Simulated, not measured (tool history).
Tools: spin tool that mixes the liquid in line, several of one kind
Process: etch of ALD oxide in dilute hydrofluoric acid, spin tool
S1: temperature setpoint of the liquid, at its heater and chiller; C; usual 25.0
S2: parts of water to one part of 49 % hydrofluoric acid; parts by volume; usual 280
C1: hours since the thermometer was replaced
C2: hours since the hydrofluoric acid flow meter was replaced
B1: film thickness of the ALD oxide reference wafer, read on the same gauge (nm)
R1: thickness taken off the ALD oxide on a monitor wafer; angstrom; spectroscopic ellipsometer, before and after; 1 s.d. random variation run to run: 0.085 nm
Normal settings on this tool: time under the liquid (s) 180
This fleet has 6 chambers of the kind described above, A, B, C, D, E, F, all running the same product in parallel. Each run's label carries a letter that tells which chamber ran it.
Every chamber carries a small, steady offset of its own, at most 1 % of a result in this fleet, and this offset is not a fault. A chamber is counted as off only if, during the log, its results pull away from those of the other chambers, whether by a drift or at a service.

{"run": "1B", "hour": 5.4, "S1": 25.0, "S2": 280, "time under the liquid (s)": 180, "C1": 511.5, "C2": 292.9, "B1": 69.985, "R1": 85.746}
{"run": "2D", "hour": 12.0, "S1": 25.0, "S2": 280, "time under the liquid (s)": 180, "C1": 337.8, "C2": 968.5, "B1": 70.012, "R1": 84.915}
{"run": "3F", "hour": 16.0, "S1": 25.0, "S2": 280, "time under the liquid (s)": 180, "C1": 1614.5, "C2": 765.1, "B1": 70.012, "R1": 83.737}
{"run": "4E", "hour": 21.5, "S1": 25.0, "S2": 280, "time under the liquid (s)": 180, "C1": 524.5, "C2": 296.8, "B1": 69.992, "R1": 84.099}
{"run": "5C", "hour": 27.8, "S1": 29.5, "S2": 280, "time under the liquid (s)": 85, "C1": 1393.0, "C2": 863.5, "B1": 70.028, "R1": 45.89}
{"run": "6A", "hour": 34.2, "S1": 29.5, "S2": 280, "time under the liquid (s)": 85, "C1": 986.0, "C2": 881.1, "B1": 70.015, "R1": 46.133}
{"run": "7C", "hour": 37.6, "S1": 29.5, "S2": 280, "time under the liquid (s)": 85, "C1": 1402.8, "C2": 873.3, "B1": 70.005, "R1": 46.252}
{"run": "8B", "hour": 42.3, "S1": 29.5, "S2": 280, "time under the liquid (s)": 85, "C1": 548.4, "C2": 329.8, "B1": 70.028, "R1": 47.05}
{"run": "9D", "hour": 45.4, "S1": 29.5, "S2": 280, "time under the liquid (s)": 85, "C1": 371.2, "C2": 1001.9, "B1": 70.014, "R1": 47.163}
{"run": "10F", "hour": 48.8, "S1": 29.5, "S2": 280, "time under the liquid (s)": 85, "C1": 1647.3, "C2": 797.9, "B1": 70.007, "R1": 46.832}
{"run": "11E", "hour": 52.1, "S1": 25.0, "S2": 280, "time under the liquid (s)": 180, "C1": 555.1, "C2": 327.4, "B1": 70.015, "R1": 85.974}
{"run": "12A", "hour": 56.0, "S1": 25.0, "S2": 280, "time under the liquid (s)": 180, "C1": 1007.8, "C2": 902.9, "B1": 69.997, "R1": 85.191}
{"run": "13B", "hour": 61.1, "S1": 25.0, "S2": 280, "time under the liquid (s)": 180, "C1": 567.2, "C2": 348.6, "B1": 69.995, "R1": 87.145}
{"run": "14F", "hour": 67.6, "S1": 25.0, "S2": 280, "time under the liquid (s)": 180, "C1": 1666.1, "C2": 816.7, "B1": 70.08, "R1": 85.349}
{"run": "15A", "hour": 72.4, "S1": 25.0, "S2": 280, "time under the liquid (s)": 180, "C1": 1024.2, "C2": 919.3, "B1": 69.971, "R1": 84.689}
{"run": "16E", "hour": 76.8, "S1": 25.0, "S2": 280, "time under the liquid (s)": 180, "C1": 579.8, "C2": 352.1, "B1": 69.992, "R1": 85.428}
{"run": "17D", "hour": 83.0, "S1": 25.0, "S2": 280, "time under the liquid (s)": 180, "C1": 408.8, "C2": 1039.5, "B1": 69.986, "R1": 86.038}
{"run": "18C", "hour": 87.2, "S1": 25.0, "S2": 280, "time under the liquid (s)": 180, "C1": 1452.4, "C2": 922.9, "B1": 70.006, "R1": 88.141}
{"run": "19A", "hour": 90.3, "S1": 25.0, "S2": 280, "time under the liquid (s)": 180, "C1": 1042.1, "C2": 937.2, "B1": 70.036, "R1": 85.261}
{"run": "20E", "hour": 96.6, "S1": 22.5, "S2": 280, "time under the liquid (s)": 120, "C1": 599.6, "C2": 371.9, "B1": 70.021, "R1": 51.52}
{"run": "21F", "hour": 102.1, "S1": 22.5, "S2": 280, "time under the liquid (s)": 120, "C1": 1700.6, "C2": 851.2, "B1": 69.979, "R1": 52.62}
{"run": "22D", "hour": 106.6, "S1": 22.5, "S2": 280, "time under the liquid (s)": 120, "C1": 432.4, "C2": 1063.1, "B1": 69.989, "R1": 51.414}
{"run": "23B", "hour": 110.7, "S1": 22.5, "S2": 280, "time under the liquid (s)": 120, "C1": 616.8, "C2": 398.2, "B1": 70.025, "R1": 50.759}
{"run": "24C", "hour": 116.5, "S1": 22.5, "S2": 280, "time under the liquid (s)": 120, "C1": 1481.7, "C2": 952.2, "B1": 69.965, "R1": 55.374}
{"run": "25C", "hour": 120.5, "S1": 22.5, "S2": 280, "time under the liquid (s)": 120, "C1": 1485.7, "C2": 956.2, "B1": 70.001, "R1": 54.224}
{"run": "26E", "hour": 126.7, "S1": 25.0, "S2": 280, "time under the liquid (s)": 180, "C1": 629.7, "C2": 402.0, "B1": 70.013, "R1": 86.25}
{"run": "27F", "hour": 129.9, "S1": 25.0, "S2": 280, "time under the liquid (s)": 180, "C1": 1728.4, "C2": 879.0, "B1": 70.029, "R1": 84.212}
{"run": "28B", "hour": 133.3, "S1": 25.0, "S2": 280, "time under the liquid (s)": 180, "C1": 639.4, "C2": 420.8, "B1": 69.999, "R1": 83.878}
{"run": "29A", "hour": 139.2, "S1": 25.0, "S2": 280, "time under the liquid (s)": 180, "C1": 1091.0, "C2": 986.1, "B1": 69.989, "R1": 86.096}
{"run": "30D", "hour": 143.5, "S1": 25.0, "S2": 155, "time under the liquid (s)": 180, "C1": 469.3, "C2": 1100.0, "B1": 69.985, "R1": 178.17}
{"run": "31F", "hour": 149.5, "S1": 25.0, "S2": 155, "time under the liquid (s)": 180, "C1": 1748.0, "C2": 898.6, "B1": 69.979, "R1": 174.99}
{"run": "32C", "hour": 156.5, "S1": 25.0, "S2": 155, "time under the liquid (s)": 180, "C1": 1521.7, "C2": 992.2, "B1": 70.008, "R1": 187.58}
{"run": "33E", "hour": 160.7, "S1": 25.0, "S2": 155, "time under the liquid (s)": 180, "C1": 663.7, "C2": 436.0, "B1": 70.004, "R1": 180.3}
{"run": "34A", "hour": 166.3, "S1": 25.0, "S2": 155, "time under the liquid (s)": 180, "C1": 1118.1, "C2": 1013.2, "B1": 69.982, "R1": 173.86}
{"run": "35D", "hour": 172.2, "S1": 25.0, "S2": 155, "time under the liquid (s)": 180, "C1": 498.0, "C2": 1128.7, "B1": 70.009, "R1": 174.96}
{"run": "36B", "hour": 178.7, "S1": 25.0, "S2": 280, "time under the liquid (s)": 180, "C1": 684.8, "C2": 466.2, "B1": 70.013, "R1": 84.197}
{"run": "37A", "hour": 184.6, "S1": 25.0, "S2": 280, "time under the liquid (s)": 180, "C1": 1136.4, "C2": 1031.5, "B1": 70.005, "R1": 84.219}
{"run": "38D", "hour": 189.3, "S1": 25.0, "S2": 280, "time under the liquid (s)": 180, "C1": 515.1, "C2": 1145.8, "B1": 69.944, "R1": 85.583}
{"run": "39C", "hour": 195.4, "S1": 25.0, "S2": 280, "time under the liquid (s)": 180, "C1": 1560.6, "C2": 1031.1, "B1": 69.98, "R1": 94.292}
{"run": "40F", "hour": 200.2, "S1": 25.0, "S2": 280, "time under the liquid (s)": 180, "C1": 1798.7, "C2": 949.3, "B1": 70.042, "R1": 86.239}
{"run": "41B", "hour": 204.2, "S1": 25.0, "S2": 280, "time under the liquid (s)": 180, "C1": 710.3, "C2": 491.7, "B1": 70.005, "R1": 86.622}

Which is it: a chamber that has drifted or been left off by a service, a gauge drift common to all chambers, or only each chamber's usual small offset? If a chamber is off, name it and its likeliest cause.

Little by little, chamber C moves away from the other chambers.
Likeliest cause: hydrofluoric acid flow above the setpoint (%) = 10.8.

Here are 4 candidates for chamber C's next run, each the usual settings with a change, their results left as question marks. Which one brings its results back in line with what the others give on the usual settings?
Allowed miss from the other chambers' usual-settings mean, per result, to count as in line: R1 3.000 angstrom
{"run": "42C-1", "hour": 209.2, "S1": 25.0, "S2": 280, "time under the liquid (s)": 220, "R1": "?"}
{"run": "42C-2", "hour": 209.2, "S1": 25.0, "S2": 265, "time under the liquid (s)": 190, "R1": "?"}
{"run": "42C-3", "hour": 209.2, "S1": 24.5, "S2": 280, "time under the liquid (s)": 150, "R1": "?"}
{"run": "42C-4", "hour": 209.2, "S1": 25.0, "S2": 310, "time under the liquid (s)": 180, "R1": "?"}

Usual-settings mean across the other chambers: R1 85.088 angstrom
run=42C-1 R1=117.910
run=42C-2 R1=109.040
run=42C-3 R1=78.983
run=42C-4 R1=84.870
It is 42C-4 that realigns the chamber with its peers.

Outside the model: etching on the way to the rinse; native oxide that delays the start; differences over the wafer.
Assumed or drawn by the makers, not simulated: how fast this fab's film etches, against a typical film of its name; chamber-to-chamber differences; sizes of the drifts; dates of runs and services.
